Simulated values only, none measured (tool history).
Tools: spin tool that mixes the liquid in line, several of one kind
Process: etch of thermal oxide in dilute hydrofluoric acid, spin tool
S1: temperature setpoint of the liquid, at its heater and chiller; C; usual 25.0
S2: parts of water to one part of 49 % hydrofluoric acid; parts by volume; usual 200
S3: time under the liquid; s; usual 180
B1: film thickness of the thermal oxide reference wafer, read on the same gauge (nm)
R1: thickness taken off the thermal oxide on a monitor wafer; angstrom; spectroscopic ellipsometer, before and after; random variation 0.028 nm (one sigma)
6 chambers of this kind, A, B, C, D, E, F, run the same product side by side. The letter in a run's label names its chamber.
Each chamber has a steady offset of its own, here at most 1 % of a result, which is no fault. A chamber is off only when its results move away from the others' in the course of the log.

| run | day | S1 | S2 | S3 | B1 | R1 |
|---|---|---|---|---|---|---|
| 1F | 0.192 | 25.0 | 200 | 180 | 109.98 | 37.795 |
| 2A | 0.400 | 25.0 | 200 | 180 | 109.96 | 37.971 |
| 3D | 0.538 | 25.0 | 200 | 180 | 109.99 | 38.049 |
| 4C | 0.671 | 25.0 | 200 | 180 | 109.98 | 38.065 |
| 5B | 0.954 | 25.0 | 200 | 180 | 110.01 | 38.050 |
| 6E | 1.204 | 25.0 | 200 | 180 | 109.98 | 37.986 |
| 7A | 1.429 | 25.0 | 200 | 180 | 110.00 | 37.577 |
| 8B | 1.600 | 25.0 | 200 | 180 | 109.99 | 38.118 |
| 9C | 1.804 | 25.0 | 200 | 180 | 110.04 | 37.640 |
| 10E | 2.004 | 25.0 | 200 | 180 | 110.01 | 38.119 |
| 11F | 2.246 | 22.0 | 260 | 180 | 110.00 | 24.868 |
| 12D | 2.533 | 22.0 | 260 | 180 | 110.01 | 24.712 |
| 13C | 2.771 | 22.0 | 260 | 180 | 109.98 | 24.699 |
| 14D | 2.912 | 22.0 | 260 | 180 | 110.04 | 24.637 |
| 15A | 3.175 | 22.0 | 260 | 180 | 110.00 | 24.275 |
| 16F | 3.333 | 22.0 | 260 | 180 | 109.98 | 24.778 |
| 17B | 3.612 | 25.0 | 200 | 180 | 110.00 | 38.006 |
| 18E | 3.754 | 25.0 | 200 | 180 | 110.00 | 38.342 |
| 19E | 3.921 | 25.0 | 200 | 180 | 110.03 | 37.843 |
| 20F | 4.196 | 25.0 | 200 | 180 | 109.99 | 37.888 |
| 21B | 4.454 | 25.0 | 200 | 180 | 109.99 | 38.221 |
| 22A | 4.646 | 25.0 | 110 | 180 | 109.98 | 76.822 |
| 23C | 4.808 | 25.0 | 110 | 180 | 110.02 | 73.878 |
| 24D | 5.046 | 25.0 | 110 | 180 | 110.00 | 74.647 |
| 25B | 5.254 | 25.0 | 110 | 180 | 110.00 | 78.521 |
| 26D | 5.412 | 25.0 | 110 | 180 | 110.01 | 74.613 |
| 27F | 5.629 | 25.0 | 110 | 180 | 109.98 | 75.992 |
| 28C | 5.908 | 25.0 | 200 | 180 | 110.00 | 36.890 |
| 29E | 6.142 | 28.5 | 200 | 125 | 110.01 | 30.036 |
| 30A | 6.338 | 28.5 | 200 | 125 | 110.03 | 29.742 |
| 31A | 6.612 | 28.5 | 200 | 125 | 109.98 | 29.842 |
| 32C | 6.879 | 28.5 | 200 | 125 | 110.02 | 28.706 |
| 33E | 7.075 | 28.5 | 200 | 125 | 110.00 | 30.381 |
| 34B | 7.296 | 28.5 | 200 | 125 | 109.99 | 30.154 |
| 35D | 7.442 | 25.0 | 200 | 180 | 110.03 | 37.934 |
| 36F | 7.633 | 25.0 | 200 | 180 | 110.04 | 38.164 |
| 37A | 7.796 | 25.0 | 200 | 180 | 109.94 | 37.939 |
| 38C | 7.992 | 25.0 | 200 | 180 | 109.99 | 36.128 |
| 39E | 8.167 | 25.0 | 200 | 180 | 110.00 | 38.843 |

All 6 chambers run these settings next. Forecast each chamber's results:
| 40A | 8.379 | 25.0 | 200 | 180 |  | ? |
| 40B | 8.379 | 25.0 | 200 | 180 |  | ? |
| 40C | 8.379 | 25.0 | 200 | 180 |  | ? |
| 40D | 8.379 | 25.0 | 200 | 180 |  | ? |
| 40E | 8.379 | 25.0 | 200 | 180 |  | ? |
| 40F | 8.379 | 25.0 | 200 | 180 |  | ? |

| run | R1 |
|---|---|
| 40A | 38.275 |
| 40B | 38.688 |
| 40C | 36.294 |
| 40D | 38.366 |
| 40E | 38.554 |
| 40F | 38.092 |
